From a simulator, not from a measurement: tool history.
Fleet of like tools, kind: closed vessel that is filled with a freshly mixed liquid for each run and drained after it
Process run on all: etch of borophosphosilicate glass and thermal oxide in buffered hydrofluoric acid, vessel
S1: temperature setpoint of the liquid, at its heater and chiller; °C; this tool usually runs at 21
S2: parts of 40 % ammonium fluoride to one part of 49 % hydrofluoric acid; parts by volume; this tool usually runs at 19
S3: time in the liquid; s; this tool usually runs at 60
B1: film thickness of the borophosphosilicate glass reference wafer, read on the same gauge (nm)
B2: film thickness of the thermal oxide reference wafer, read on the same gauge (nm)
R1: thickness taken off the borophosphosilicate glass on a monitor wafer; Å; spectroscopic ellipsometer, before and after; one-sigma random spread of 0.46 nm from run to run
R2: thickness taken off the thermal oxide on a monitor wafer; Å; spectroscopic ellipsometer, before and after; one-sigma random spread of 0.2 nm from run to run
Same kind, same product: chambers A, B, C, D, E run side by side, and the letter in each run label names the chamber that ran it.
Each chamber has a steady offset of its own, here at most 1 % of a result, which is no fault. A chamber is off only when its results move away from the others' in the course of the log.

| run | hour | S1 | S2 | S3 | B1 | B2 | R1 | R2 |
|---|---|---|---|---|---|---|---|---|
| 1D | 5 | 21 | 19 | 60 | 60.018 | 70.027 | 670.05 | 317.84 |
| 2B | 13 | 21 | 19 | 60 | 60.002 | 69.965 | 667.43 | 316.16 |
| 3E | 22.8 | 21 | 19 | 60 | 60.019 | 70.031 | 671.34 | 316.93 |
| 4A | 30.4 | 21 | 19 | 60 | 59.984 | 69.98 | 678.62 | 312.46 |
| 5C | 36.7 | 21 | 19 | 60 | 59.987 | 70.012 | 667.03 | 316.11 |
| 6E | 46.2 | 21 | 13.5 | 60 | 60.006 | 70.01 | 933.13 | 442.88 |
| 7D | 55.9 | 21 | 13.5 | 60 | 60.002 | 70.05 | 935.34 | 435.28 |
| 8A | 66.1 | 21 | 13.5 | 60 | 60.002 | 69.991 | 954.67 | 444.44 |
| 9B | 73.8 | 21 | 13.5 | 60 | 59.994 | 69.954 | 951.21 | 442.8 |
| 10C | 80.9 | 21 | 13.5 | 60 | 60.016 | 70.022 | 930.34 | 447.03 |
| 11E | 87 | 21 | 19 | 60 | 59.998 | 69.985 | 673.6 | 317.37 |
| 12A | 94.9 | 21 | 19 | 60 | 59.998 | 70.004 | 686.59 | 312.41 |
| 13D | 99.6 | 21 | 19 | 60 | 60.02 | 69.99 | 670.84 | 317.68 |
| 14B | 109.4 | 21 | 19 | 60 | 60.027 | 70.022 | 666.33 | 314.19 |
| 15C | 118.9 | 21 | 19 | 60 | 59.998 | 69.971 | 658.64 | 314.59 |
| 16D | 128.5 | 21 | 19 | 60 | 59.99 | 69.977 | 671.52 | 316.69 |
| 17A | 134.9 | 23.5 | 19 | 85 | 59.996 | 69.999 | 1102.9 | 510.93 |
| 18B | 140.3 | 23.5 | 19 | 85 | 59.987 | 69.923 | 1088.5 | 515.42 |
| 19C | 149.4 | 23.5 | 19 | 85 | 59.99 | 69.984 | 1084.9 | 511.45 |
| 20E | 159.2 | 23.5 | 19 | 85 | 60.02 | 69.992 | 1094.1 | 519.97 |
| 21D | 164.2 | 23.5 | 19 | 85 | 60.003 | 70.02 | 1099.9 | 514.37 |
| 22B | 172.8 | 21 | 19 | 60 | 60.021 | 70.008 | 670.68 | 314.65 |
| 23C | 181.2 | 21 | 19 | 60 | 59.991 | 69.983 | 669.94 | 314.14 |
| 24A | 190.1 | 21 | 19 | 60 | 59.977 | 69.96 | 672.63 | 313.72 |
| 25E | 199.1 | 21 | 19 | 60 | 60.01 | 69.977 | 667.39 | 317.93 |
| 26C | 208.5 | 25.5 | 19 | 60 | 60.008 | 70.001 | 844.86 | 407.86 |
| 27D | 216 | 25.5 | 19 | 60 | 59.994 | 70.004 | 854.53 | 407.73 |
| 28B | 224.6 | 25.5 | 19 | 60 | 60.004 | 70.051 | 855.15 | 405.2 |
| 29A | 234 | 25.5 | 19 | 60 | 60.004 | 70.026 | 874.68 | 402.81 |
| 30E | 242.8 | 25.5 | 19 | 60 | 59.952 | 69.97 | 866.1 | 409.45 |
| 31D | 249.6 | 21 | 19 | 60 | 59.972 | 69.994 | 668.02 | 317.84 |
| 32E | 257.9 | 24.5 | 19 | 90 | 59.968 | 69.986 | 1223.7 | 579.18 |
| 33B | 265.6 | 24.5 | 19 | 90 | 60.005 | 70.007 | 1230.5 | 571.94 |
| 34A | 275.8 | 24.5 | 19 | 90 | 60.014 | 69.999 | 1238.8 | 570.12 |
| 35C | 285.1 | 24.5 | 19 | 90 | 59.997 | 69.98 | 1203.6 | 577.07 |
| 36B | 294.7 | 24.5 | 19 | 90 | 59.98 | 69.956 | 1210.9 | 577.08 |
| 37D | 301.5 | 21 | 19 | 60 | 59.957 | 69.994 | 665.03 | 319.87 |
| 38A | 306.2 | 21 | 19 | 60 | 59.999 | 70 | 680.46 | 313.35 |

Predict what each chamber gives when all 5 of them run the settings below next.
| 39A | 313.5 | 18.5 | 19 | 60 |  |  | ? | ? |
| 39B | 313.5 | 18.5 | 19 | 60 |  |  | ? | ? |
| 39C | 313.5 | 18.5 | 19 | 60 |  |  | ? | ? |
| 39D | 313.5 | 18.5 | 19 | 60 |  |  | ? | ? |
| 39E | 313.5 | 18.5 | 19 | 60 |  |  | ? | ? |

| run | R1 | R2 |
|---|---|---|
| 39A | 591.78 | 273.45 |
| 39B | 573.37 | 273.45 |
| 39C | 577.33 | 274.48 |
| 39D | 590.98 | 274.11 |
| 39E | 582.83 | 274.73 |
